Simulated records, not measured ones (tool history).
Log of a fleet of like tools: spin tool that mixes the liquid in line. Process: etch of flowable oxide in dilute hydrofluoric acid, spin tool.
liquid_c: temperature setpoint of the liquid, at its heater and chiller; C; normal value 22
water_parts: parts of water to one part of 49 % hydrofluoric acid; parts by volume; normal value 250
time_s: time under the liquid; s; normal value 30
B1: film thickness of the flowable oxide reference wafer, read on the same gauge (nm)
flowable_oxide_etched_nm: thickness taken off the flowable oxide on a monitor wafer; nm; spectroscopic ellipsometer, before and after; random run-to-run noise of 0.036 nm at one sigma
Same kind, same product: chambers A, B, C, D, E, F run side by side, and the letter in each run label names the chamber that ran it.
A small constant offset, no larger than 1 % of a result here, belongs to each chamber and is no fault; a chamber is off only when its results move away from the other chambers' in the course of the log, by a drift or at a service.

{"run": "1A", "day": 0.342, "liquid_c": 22, "water_parts": 250, "time_s": 30, "B1": 130, "flowable_oxide_etched_nm": 6.1455}
{"run": "2D", "day": 0.721, "liquid_c": 22, "water_parts": 250, "time_s": 30, "B1": 129.98, "flowable_oxide_etched_nm": 6.2914}
{"run": "3E", "day": 1.079, "liquid_c": 22, "water_parts": 250, "time_s": 30, "B1": 129.98, "flowable_oxide_etched_nm": 6.1778}
{"run": "4B", "day": 1.35, "liquid_c": 22, "water_parts": 250, "time_s": 30, "B1": 130.02, "flowable_oxide_etched_nm": 6.2311}
{"run": "5C", "day": 1.7, "liquid_c": 22, "water_parts": 250, "time_s": 30, "B1": 130.01, "flowable_oxide_etched_nm": 6.2487}
{"run": "6F", "day": 1.908, "liquid_c": 22, "water_parts": 200, "time_s": 30, "B1": 130, "flowable_oxide_etched_nm": 8.2146}
{"run": "7F", "day": 2.154, "liquid_c": 22, "water_parts": 200, "time_s": 30, "B1": 130.01, "flowable_oxide_etched_nm": 8.2493}
{"day": 2.412, "done": "chamber B: thermometer replaced"}
{"run": "8B", "day": 2.475, "liquid_c": 22, "water_parts": 200, "time_s": 30, "B1": 130.01, "flowable_oxide_etched_nm": 8.1576}
{"run": "9D", "day": 2.771, "liquid_c": 22, "water_parts": 200, "time_s": 30, "B1": 130.02, "flowable_oxide_etched_nm": 8.2076}
{"run": "10E", "day": 3.071, "liquid_c": 22, "water_parts": 200, "time_s": 30, "B1": 129.98, "flowable_oxide_etched_nm": 8.1974}
{"run": "11A", "day": 3.458, "liquid_c": 22, "water_parts": 200, "time_s": 30, "B1": 130.01, "flowable_oxide_etched_nm": 8.1644}
{"run": "12C", "day": 3.808, "liquid_c": 22, "water_parts": 250, "time_s": 30, "B1": 129.98, "flowable_oxide_etched_nm": 6.2069}
{"run": "13C", "day": 4.133, "liquid_c": 18.5, "water_parts": 250, "time_s": 30, "B1": 130.01, "flowable_oxide_etched_nm": 5.4336}
{"run": "14F", "day": 4.442, "liquid_c": 18.5, "water_parts": 250, "time_s": 30, "B1": 130.01, "flowable_oxide_etched_nm": 5.5149}
{"run": "15B", "day": 4.758, "liquid_c": 18.5, "water_parts": 250, "time_s": 30, "B1": 129.99, "flowable_oxide_etched_nm": 5.467}
{"run": "16E", "day": 5.008, "liquid_c": 18.5, "water_parts": 250, "time_s": 30, "B1": 129.99, "flowable_oxide_etched_nm": 5.4627}
{"run": "17A", "day": 5.346, "liquid_c": 18.5, "water_parts": 250, "time_s": 30, "B1": 130, "flowable_oxide_etched_nm": 5.4219}
{"run": "18D", "day": 5.783, "liquid_c": 18.5, "water_parts": 250, "time_s": 30, "B1": 129.99, "flowable_oxide_etched_nm": 5.5212}
{"run": "19D", "day": 6.229, "liquid_c": 22, "water_parts": 250, "time_s": 30, "B1": 130.02, "flowable_oxide_etched_nm": 6.3012}
{"run": "20C", "day": 6.45, "liquid_c": 22, "water_parts": 250, "time_s": 30, "B1": 130.01, "flowable_oxide_etched_nm": 6.1216}
{"run": "21F", "day": 6.662, "liquid_c": 22, "water_parts": 250, "time_s": 30, "B1": 130.02, "flowable_oxide_etched_nm": 6.2039}
{"run": "22B", "day": 7.112, "liquid_c": 22, "water_parts": 250, "time_s": 30, "B1": 129.98, "flowable_oxide_etched_nm": 6.2501}
{"run": "23E", "day": 7.346, "liquid_c": 22, "water_parts": 250, "time_s": 30, "B1": 130, "flowable_oxide_etched_nm": 6.2443}
{"run": "24A", "day": 7.592, "liquid_c": 22, "water_parts": 250, "time_s": 30, "B1": 130, "flowable_oxide_etched_nm": 6.2086}
{"run": "25E", "day": 7.975, "liquid_c": 22, "water_parts": 250, "time_s": 30, "B1": 130, "flowable_oxide_etched_nm": 6.2086}
{"day": 8.004, "done": "chamber B: hydrofluoric acid flow meter replaced"}
{"run": "26D", "day": 8.238, "liquid_c": 25, "water_parts": 250, "time_s": 50, "B1": 130, "flowable_oxide_etched_nm": 11.636}
{"run": "27B", "day": 8.675, "liquid_c": 25, "water_parts": 250, "time_s": 50, "B1": 130, "flowable_oxide_etched_nm": 11.657}
{"run": "28C", "day": 8.971, "liquid_c": 25, "water_parts": 250, "time_s": 50, "B1": 130.01, "flowable_oxide_etched_nm": 11.136}
{"run": "29F", "day": 9.192, "liquid_c": 25, "water_parts": 250, "time_s": 50, "B1": 130.01, "flowable_oxide_etched_nm": 11.58}
{"run": "30A", "day": 9.425, "liquid_c": 25, "water_parts": 250, "time_s": 50, "B1": 130.01, "flowable_oxide_etched_nm": 11.405}
{"run": "31F", "day": 9.642, "liquid_c": 25, "water_parts": 250, "time_s": 50, "B1": 130, "flowable_oxide_etched_nm": 11.503}
{"run": "32C", "day": 10.096, "liquid_c": 24, "water_parts": 300, "time_s": 30, "B1": 130.03, "flowable_oxide_etched_nm": 5.0624}
{"run": "33E", "day": 10.45, "liquid_c": 24, "water_parts": 300, "time_s": 30, "B1": 130.04, "flowable_oxide_etched_nm": 5.2735}
{"run": "34A", "day": 10.842, "liquid_c": 24, "water_parts": 300, "time_s": 30, "B1": 130, "flowable_oxide_etched_nm": 5.2945}
{"run": "35D", "day": 11.092, "liquid_c": 24, "water_parts": 300, "time_s": 30, "B1": 130.01, "flowable_oxide_etched_nm": 5.3432}
{"run": "36B", "day": 11.338, "liquid_c": 24, "water_parts": 300, "time_s": 30, "B1": 130, "flowable_oxide_etched_nm": 5.3181}
{"run": "37F", "day": 11.662, "liquid_c": 24, "water_parts": 300, "time_s": 30, "B1": 130.01, "flowable_oxide_etched_nm": 5.2965}
{"run": "38C", "day": 11.888, "liquid_c": 22, "water_parts": 250, "time_s": 30, "B1": 130, "flowable_oxide_etched_nm": 5.915}
{"run": "39E", "day": 12.304, "liquid_c": 26, "water_parts": 250, "time_s": 30, "B1": 130.01, "flowable_oxide_etched_nm": 7.1836}
{"run": "40A", "day": 12.529, "liquid_c": 26, "water_parts": 250, "time_s": 30, "B1": 130, "flowable_oxide_etched_nm": 7.1327}

Has any chamber moved away from the others, gradually or after a service, or does the common gauge drift, or do the chambers differ only by their own small steady offsets? State the chamber and the most likely cause if one applies.

Chamber C drifts away from the others.
Cause: hydrofluoric acid flow below the setpoint (%) = 4.9.
With only this log, it may be confused with: liquid colder than its thermometer reads (K).

Here are 4 candidates for chamber C's next run, each the usual settings with a change, their results left as question marks. Which one brings its results back in line with what the others give on the usual settings?
In line means no further than this from the other chambers' mean on the usual settings: flowable_oxide_etched_nm 0.13 nm
{"run": "41C-1", "day": 12.871, "liquid_c": 24, "water_parts": 250, "time_s": 30, "flowable_oxide_etched_nm": "?"}
{"run": "41C-2", "day": 12.871, "liquid_c": 20, "water_parts": 250, "time_s": 30, "flowable_oxide_etched_nm": "?"}
{"run": "41C-3", "day": 12.871, "liquid_c": 21.5, "water_parts": 275, "time_s": 30, "flowable_oxide_etched_nm": "?"}
{"run": "41C-4", "day": 12.871, "liquid_c": 25.5, "water_parts": 250, "time_s": 30, "flowable_oxide_etched_nm": "?"}

What the other chambers average on the usual settings: flowable_oxide_etched_nm 6.2467 nm
run=41C-1 flowable_oxide_etched_nm=6.2569
run=41C-2 flowable_oxide_etched_nm=5.4082
run=41C-3 flowable_oxide_etched_nm=5.0751
run=41C-4 flowable_oxide_etched_nm=6.5967
With 41C-1, the chamber falls back in line with the rest.
